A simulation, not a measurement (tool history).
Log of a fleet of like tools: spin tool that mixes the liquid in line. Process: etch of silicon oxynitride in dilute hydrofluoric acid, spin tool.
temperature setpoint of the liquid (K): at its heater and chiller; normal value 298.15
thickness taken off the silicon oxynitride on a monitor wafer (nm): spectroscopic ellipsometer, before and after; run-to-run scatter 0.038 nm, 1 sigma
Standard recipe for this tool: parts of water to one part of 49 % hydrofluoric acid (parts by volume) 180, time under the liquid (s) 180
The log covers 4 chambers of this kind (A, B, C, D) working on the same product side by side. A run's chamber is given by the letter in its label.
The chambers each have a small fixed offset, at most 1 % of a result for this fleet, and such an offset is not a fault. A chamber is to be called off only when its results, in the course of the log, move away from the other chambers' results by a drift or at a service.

run,hour,temperature setpoint of the liquid (K),parts of water to one part of 49 % hydrofluoric acid (parts by volume),time under the liquid (s),hours since the thermometer was replaced,hours since the hydrofluoric acid flow meter was replaced,"read-back film thickness of the silicon oxynitride reference wafer, read on the same gauge (nm)",thickness taken off the silicon oxynitride on a monitor wafer (nm)
1C,10.7,298.15,180,180,304,301.7,99.943,3.2402
2A,21.4,298.15,180,180,342.3,949.2,100,3.2598
3D,32.3,298.15,180,180,1023.1,249.1,99.942,3.2429
4B,37.4,298.15,180,180,1172.8,163.2,99.993,3.3158
5D,44.4,300.65,180,285,1035.2,261.2,99.971,5.8721
6C,54,300.65,180,285,347.3,345,99.987,5.8077
7B,59.3,300.65,180,285,1194.7,185.1,100.02,5.6682
8A,68.7,300.65,180,285,389.6,996.5,99.941,5.8904
9D,76.7,298.15,90,180,1067.5,293.5,100.01,7.0286
10A,86,298.15,90,180,406.9,1013.8,100.02,7.2029
11C,95,298.15,90,180,388.3,386,100.01,6.9338
12B,101.8,298.15,90,180,1237.2,227.6,100.06,7.0582
13C,111.4,298.15,180,180,404.7,402.4,99.971,3.2493
14A,121.5,298.15,180,180,442.4,1049.3,100.01,3.2963
15B,130.8,298.15,180,180,1266.2,256.6,99.992,3.3119
16D,140.2,298.15,180,180,1131,357,100,3.3325
17C,149,298.15,120,180,442.3,440,100.05,5.1594
18B,155.9,298.15,120,180,1291.3,281.7,100.01,5.1462
19A,166.9,298.15,120,180,487.8,1094.7,99.955,5.1621
20D,172.5,298.15,120,180,1163.3,389.3,100.02,5.2098
21D,178.5,298.15,180,180,1169.3,395.3,99.981,3.3609
22C,185,298.15,180,180,478.3,476,100.01,3.3269
23B,194.4,298.15,180,180,1329.8,320.2,99.969,3.2849
24A,202.9,298.15,260,180,523.8,1130.7,99.995,2.1776
25C,211,298.15,260,180,504.3,502,100,2.1607
26B,216.4,298.15,260,180,1351.8,342.2,99.977,2.1175
27A,222.8,298.15,260,180,543.7,1150.6,99.999,2.1546
28D,231.1,299.65,180,280,1221.9,447.9,99.996,5.6721
29A,240.8,299.65,180,280,561.7,1168.6,99.966,5.5804
30D,246.2,299.65,180,280,1237,463,99.991,5.8427
31C,256.2,299.65,180,280,549.5,547.2,100.01,5.489
32B,263.9,298.15,180,180,1399.3,389.7,100.02,3.3058
33B,271.5,298.15,180,180,1406.9,397.3,99.997,3.2129
34D,280.4,298.15,180,180,1271.2,497.2,100.02,3.5352
35C,288.8,298.15,180,180,582.1,579.8,99.979,3.3009
36A,298.8,298.15,180,180,619.7,1226.6,99.977,3.2881
37A,303.8,298.15,180,180,624.7,1231.6,100.03,3.2706
38D,315,298.15,150,125,1305.8,531.8,99.976,3.009
39C,321.9,298.15,150,125,615.2,612.9,99.974,2.8474

Each of the 4 chambers runs these same settings next. Fill in every chamber's results:
40A,329.9,294.65,180,180,,,,?
40B,329.9,294.65,180,180,,,,?
40C,329.9,294.65,180,180,,,,?
40D,329.9,294.65,180,180,,,,?

run,thickness taken off the silicon oxynitride on a monitor wafer (nm)
40A,2.8363
40B,2.833
40C,2.833
40D,3.0709

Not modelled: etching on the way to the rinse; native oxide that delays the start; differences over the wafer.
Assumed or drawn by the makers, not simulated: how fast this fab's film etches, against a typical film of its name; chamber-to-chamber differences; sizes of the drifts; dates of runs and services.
